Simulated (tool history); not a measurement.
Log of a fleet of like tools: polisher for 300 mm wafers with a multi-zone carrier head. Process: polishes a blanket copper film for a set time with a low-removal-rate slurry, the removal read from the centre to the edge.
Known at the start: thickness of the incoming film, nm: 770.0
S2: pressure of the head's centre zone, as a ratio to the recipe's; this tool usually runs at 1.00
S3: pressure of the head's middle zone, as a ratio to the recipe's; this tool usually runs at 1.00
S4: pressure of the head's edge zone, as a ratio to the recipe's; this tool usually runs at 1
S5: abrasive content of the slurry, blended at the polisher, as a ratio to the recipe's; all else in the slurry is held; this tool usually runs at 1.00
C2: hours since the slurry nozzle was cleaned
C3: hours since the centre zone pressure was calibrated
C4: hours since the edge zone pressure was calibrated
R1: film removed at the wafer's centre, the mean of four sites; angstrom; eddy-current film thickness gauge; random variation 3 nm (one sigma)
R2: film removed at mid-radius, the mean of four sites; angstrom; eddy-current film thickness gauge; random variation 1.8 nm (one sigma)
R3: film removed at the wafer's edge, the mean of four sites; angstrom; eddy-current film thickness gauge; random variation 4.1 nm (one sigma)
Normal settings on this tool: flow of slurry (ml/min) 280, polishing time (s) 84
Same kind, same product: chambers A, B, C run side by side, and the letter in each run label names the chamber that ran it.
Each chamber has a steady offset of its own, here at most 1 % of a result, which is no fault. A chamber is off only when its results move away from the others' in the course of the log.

{"hour": 6.7, "done": "chamber A: worn pad replaced by a new one"}
{"run": "1C", "hour": 10.9, "flow of slurry (ml/min)": 280, "S2": 1.0, "S3": 1.0, "S4": 1, "S5": 1.0, "polishing time (s)": 84, "wafers polished on this pad": 805, "C2": 896.6, "C3": 301.2, "C4": 256.3, "R1": 2782.8, "R2": 2784.8, "R3": 2759.2}
{"run": "2B", "hour": 21.6, "flow of slurry (ml/min)": 280, "S2": 1.0, "S3": 1.0, "S4": 1, "S5": 1.0, "polishing time (s)": 84, "wafers polished on this pad": 911, "C2": 434.4, "C3": 142.9, "C4": 1259.4, "R1": 2827.7, "R2": 2757.6, "R3": 2775.5}
{"hour": 24.0, "done": "chamber B: edge zone pressure recalibrated"}
{"run": "3A", "hour": 32.6, "flow of slurry (ml/min)": 280, "S2": 1.0, "S3": 1.0, "S4": 1, "S5": 1.0, "polishing time (s)": 84, "wafers polished on this pad": 307, "C2": 544.5, "C3": 192.5, "C4": 607.2, "R1": 2793.7, "R2": 2729.9, "R3": 2805.8}
{"hour": 36.3, "done": "chamber C: worn pad replaced by a new one"}
{"hour": 41.6, "done": "chamber C: slurry nozzle cleaned"}
{"hour": 44.0, "done": "chamber B: slurry nozzle cleaned"}
{"run": "4A", "hour": 44.6, "flow of slurry (ml/min)": 280, "S2": 1.0, "S3": 1.0, "S4": 1, "S5": 1.0, "polishing time (s)": 84, "wafers polished on this pad": 449, "C2": 556.5, "C3": 204.5, "C4": 619.2, "R1": 2774.5, "R2": 2744.7, "R3": 2714.6}
{"run": "5B", "hour": 50.8, "flow of slurry (ml/min)": 280, "S2": 1.0, "S3": 1.0, "S4": 1, "S5": 1.0, "polishing time (s)": 84, "wafers polished on this pad": 1257, "C2": 6.8, "C3": 172.1, "C4": 26.8, "R1": 2747.3, "R2": 2754.0, "R3": 2793.1}
{"run": "6C", "hour": 61.2, "flow of slurry (ml/min)": 280, "S2": 1.0, "S3": 1.0, "S4": 1, "S5": 1.0, "polishing time (s)": 84, "wafers polished on this pad": 295, "C2": 19.7, "C3": 351.5, "C4": 306.6, "R1": 2803.4, "R2": 2780.2, "R3": 2690.0}
{"run": "7A", "hour": 71.4, "flow of slurry (ml/min)": 280, "S2": 1.0, "S3": 1.0, "S4": 1, "S5": 1.0, "polishing time (s)": 84, "wafers polished on this pad": 766, "C2": 583.3, "C3": 231.3, "C4": 646.0, "R1": 2795.0, "R2": 2730.8, "R3": 2757.2}
{"hour": 72.8, "done": "chamber A: worn pad replaced by a new one"}
{"hour": 76.1, "done": "chamber B: worn pad replaced by a new one"}
{"run": "8B", "hour": 80.9, "flow of slurry (ml/min)": 280, "S2": 1.0, "S3": 1.0, "S4": 1, "S5": 1.0, "polishing time (s)": 84, "wafers polished on this pad": 57, "C2": 36.9, "C3": 202.2, "C4": 56.9, "R1": 2795.6, "R2": 2773.5, "R3": 2779.7}
{"run": "9C", "hour": 93.5, "flow of slurry (ml/min)": 280, "S2": 1.0, "S3": 1.0, "S4": 1, "S5": 1.0, "polishing time (s)": 84, "wafers polished on this pad": 677, "C2": 52.0, "C3": 383.8, "C4": 338.9, "R1": 2770.5, "R2": 2783.1, "R3": 2767.2}
{"hour": 100.2, "done": "chamber A: slurry nozzle cleaned"}
{"run": "10B", "hour": 102.2, "flow of slurry (ml/min)": 280, "S2": 1.0, "S3": 1.0, "S4": 1, "S5": 1.0, "polishing time (s)": 84, "wafers polished on this pad": 309, "C2": 58.2, "C3": 223.5, "C4": 78.2, "R1": 2788.3, "R2": 2743.4, "R3": 2834.0}
{"run": "11A", "hour": 114.7, "flow of slurry (ml/min)": 280, "S2": 1.0, "S3": 1.0, "S4": 1, "S5": 1.0, "polishing time (s)": 84, "wafers polished on this pad": 496, "C2": 14.6, "C3": 274.6, "C4": 689.3, "R1": 2788.7, "R2": 2752.4, "R3": 2757.4}
{"run": "12C", "hour": 122.3, "flow of slurry (ml/min)": 280, "S2": 1.0, "S3": 0.93, "S4": 1, "S5": 1.0, "polishing time (s)": 84, "wafers polished on this pad": 1017, "C2": 80.8, "C3": 412.6, "C4": 367.7, "R1": 2832.6, "R2": 2618.8, "R3": 2763.9}
{"run": "13A", "hour": 133.9, "flow of slurry (ml/min)": 280, "S2": 1.0, "S3": 0.93, "S4": 1, "S5": 1.0, "polishing time (s)": 84, "wafers polished on this pad": 724, "C2": 33.8, "C3": 293.8, "C4": 708.5, "R1": 2755.2, "R2": 2573.3, "R3": 2789.6}
{"hour": 136.1, "done": "chamber C: worn pad replaced by a new one"}
{"run": "14B", "hour": 145.8, "flow of slurry (ml/min)": 280, "S2": 1.0, "S3": 0.93, "S4": 1, "S5": 1.0, "polishing time (s)": 84, "wafers polished on this pad": 825, "C2": 101.8, "C3": 267.1, "C4": 121.8, "R1": 2788.2, "R2": 2608.2, "R3": 2747.5}
{"hour": 146.2, "done": "chamber A: worn pad replaced by a new one"}
{"run": "15C", "hour": 156.5, "flow of slurry (ml/min)": 280, "S2": 1.0, "S3": 1.0, "S4": 1, "S5": 1.0, "polishing time (s)": 84, "wafers polished on this pad": 242, "C2": 115.0, "C3": 446.8, "C4": 401.9, "R1": 2776.1, "R2": 2808.2, "R3": 2715.6}
{"run": "16B", "hour": 169.3, "flow of slurry (ml/min)": 280, "S2": 1.0, "S3": 1.0, "S4": 1, "S5": 1.0, "polishing time (s)": 84, "wafers polished on this pad": 1103, "C2": 125.3, "C3": 290.6, "C4": 145.3, "R1": 2770.3, "R2": 2769.9, "R3": 2800.1}
{"run": "17C", "hour": 179.3, "flow of slurry (ml/min)": 280, "S2": 1.0, "S3": 1.0, "S4": 1, "S5": 1.0, "polishing time (s)": 84, "wafers polished on this pad": 511, "C2": 137.8, "C3": 469.6, "C4": 424.7, "R1": 2792.6, "R2": 2773.5, "R3": 2828.2}
{"run": "18A", "hour": 187.9, "flow of slurry (ml/min)": 210, "S2": 0.95, "S3": 1.0, "S4": 1, "S5": 1.0, "polishing time (s)": 84, "wafers polished on this pad": 493, "C2": 87.8, "C3": 347.8, "C4": 762.5, "R1": 2530.9, "R2": 2687.3, "R3": 2667.4}
{"hour": 191.1, "done": "chamber B: worn pad replaced by a new one"}
{"run": "19A", "hour": 197.3, "flow of slurry (ml/min)": 210, "S2": 0.95, "S3": 1.0, "S4": 1, "S5": 1.0, "polishing time (s)": 84, "wafers polished on this pad": 605, "C2": 97.2, "C3": 357.2, "C4": 771.9, "R1": 2547.4, "R2": 2684.7, "R3": 2703.0}
{"run": "20C", "hour": 209.1, "flow of slurry (ml/min)": 210, "S2": 0.95, "S3": 1.0, "S4": 1, "S5": 1.0, "polishing time (s)": 84, "wafers polished on this pad": 864, "C2": 167.6, "C3": 499.4, "C4": 454.5, "R1": 2578.9, "R2": 2712.9, "R3": 2725.1}
{"run": "21B", "hour": 216.8, "flow of slurry (ml/min)": 280, "S2": 1.0, "S3": 1.0, "S4": 1, "S5": 1.0, "polishing time (s)": 84, "wafers polished on this pad": 304, "C2": 172.8, "C3": 338.1, "C4": 192.8, "R1": 2825.7, "R2": 2771.3, "R3": 2830.6}
{"hour": 220.4, "done": "chamber A: worn pad replaced by a new one"}
{"hour": 230.0, "done": "chamber C: worn pad replaced by a new one"}
{"run": "22A", "hour": 230.0, "flow of slurry (ml/min)": 280, "S2": 1.0, "S3": 1.0, "S4": 1, "S5": 1.0, "polishing time (s)": 84, "wafers polished on this pad": 114, "C2": 129.9, "C3": 389.9, "C4": 804.6, "R1": 2849.0, "R2": 2755.7, "R3": 2742.3}
{"run": "23B", "hour": 241.2, "flow of slurry (ml/min)": 220, "S2": 1.0, "S3": 1.0, "S4": 1, "S5": 0.85, "polishing time (s)": 84, "wafers polished on this pad": 593, "C2": 197.2, "C3": 362.5, "C4": 217.2, "R1": 2660.2, "R2": 2582.4, "R3": 2641.0}
{"run": "24C", "hour": 253.9, "flow of slurry (ml/min)": 220, "S2": 1.0, "S3": 1.0, "S4": 1, "S5": 0.85, "polishing time (s)": 84, "wafers polished on this pad": 283, "C2": 212.4, "C3": 544.2, "C4": 499.3, "R1": 2585.0, "R2": 2622.0, "R3": 2602.7}
{"run": "25C", "hour": 266.3, "flow of slurry (ml/min)": 220, "S2": 1.0, "S3": 1.0, "S4": 1, "S5": 0.85, "polishing time (s)": 84, "wafers polished on this pad": 429, "C2": 224.8, "C3": 556.6, "C4": 511.7, "R1": 2597.1, "R2": 2621.8, "R3": 2599.8}
{"run": "26A", "hour": 277.5, "flow of slurry (ml/min)": 280, "S2": 1.0, "S3": 1.0, "S4": 1, "S5": 1.0, "polishing time (s)": 84, "wafers polished on this pad": 676, "C2": 177.4, "C3": 437.4, "C4": 852.1, "R1": 2759.4, "R2": 2778.3, "R3": 2847.5}
{"run": "27B", "hour": 287.7, "flow of slurry (ml/min)": 280, "S2": 1.0, "S3": 1.0, "S4": 1, "S5": 1.0, "polishing time (s)": 84, "wafers polished on this pad": 1143, "C2": 243.7, "C3": 409.0, "C4": 263.7, "R1": 2758.7, "R2": 2727.8, "R3": 2798.1}
{"hour": 292.1, "done": "chamber A: worn pad replaced by a new one"}
{"run": "28B", "hour": 298.1, "flow of slurry (ml/min)": 280, "S2": 1.0, "S3": 1.0, "S4": 1, "S5": 1.0, "polishing time (s)": 84, "wafers polished on this pad": 1266, "C2": 254.1, "C3": 419.4, "C4": 274.1, "R1": 2761.1, "R2": 2761.1, "R3": 2779.7}
{"hour": 301.9, "done": "chamber B: worn pad replaced by a new one"}
{"run": "29C", "hour": 305.7, "flow of slurry (ml/min)": 280, "S2": 1.0, "S3": 1.0, "S4": 1, "S5": 1.0, "polishing time (s)": 84, "wafers polished on this pad": 895, "C2": 264.2, "C3": 596.0, "C4": 551.1, "R1": 2828.0, "R2": 2801.3, "R3": 2759.0}
{"run": "30A", "hour": 316.1, "flow of slurry (ml/min)": 335, "S2": 1.0, "S3": 1.0, "S4": 1, "S5": 1.0, "polishing time (s)": 84, "wafers polished on this pad": 283, "C2": 216.0, "C3": 476.0, "C4": 890.7, "R1": 2838.2, "R2": 2830.1, "R3": 2815.9}
{"hour": 319.7, "done": "chamber C: worn pad replaced by a new one"}
{"run": "31C", "hour": 323.6, "flow of slurry (ml/min)": 335, "S2": 1.0, "S3": 1.0, "S4": 1, "S5": 1.0, "polishing time (s)": 84, "wafers polished on this pad": 47, "C2": 282.1, "C3": 613.9, "C4": 569.0, "R1": 2843.5, "R2": 2835.7, "R3": 2800.1}
{"run": "32A", "hour": 331.9, "flow of slurry (ml/min)": 335, "S2": 1.0, "S3": 1.0, "S4": 1, "S5": 1.0, "polishing time (s)": 84, "wafers polished on this pad": 470, "C2": 231.8, "C3": 491.8, "C4": 906.5, "R1": 2891.3, "R2": 2827.9, "R3": 2859.3}
{"run": "33B", "hour": 344.1, "flow of slurry (ml/min)": 280, "S2": 1.0, "S3": 1.0, "S4": 1, "S5": 1.0, "polishing time (s)": 84, "wafers polished on this pad": 499, "C2": 300.1, "C3": 465.4, "C4": 320.1, "R1": 2766.1, "R2": 2787.5, "R3": 2787.2}
{"run": "34C", "hour": 350.6, "flow of slurry (ml/min)": 280, "S2": 1.0, "S3": 1.0, "S4": 1, "S5": 1.0, "polishing time (s)": 84, "wafers polished on this pad": 366, "C2": 309.1, "C3": 640.9, "C4": 596.0, "R1": 2809.7, "R2": 2797.9, "R3": 2770.2}
{"run": "35B", "hour": 358.3, "flow of slurry (ml/min)": 280, "S2": 1.0, "S3": 1.0, "S4": 1, "S5": 1.0, "polishing time (s)": 84, "wafers polished on this pad": 667, "C2": 314.3, "C3": 479.6, "C4": 334.3, "R1": 2781.2, "R2": 2759.5, "R3": 2726.5}

Which is it: a chamber that has drifted or been left off by a service, a gauge drift common to all chambers, or only each chamber's usual small offset? If a chamber is off, name it and its likeliest cause.

All chambers stay in line apart from their small fixed offsets, and the gauge does not drift.
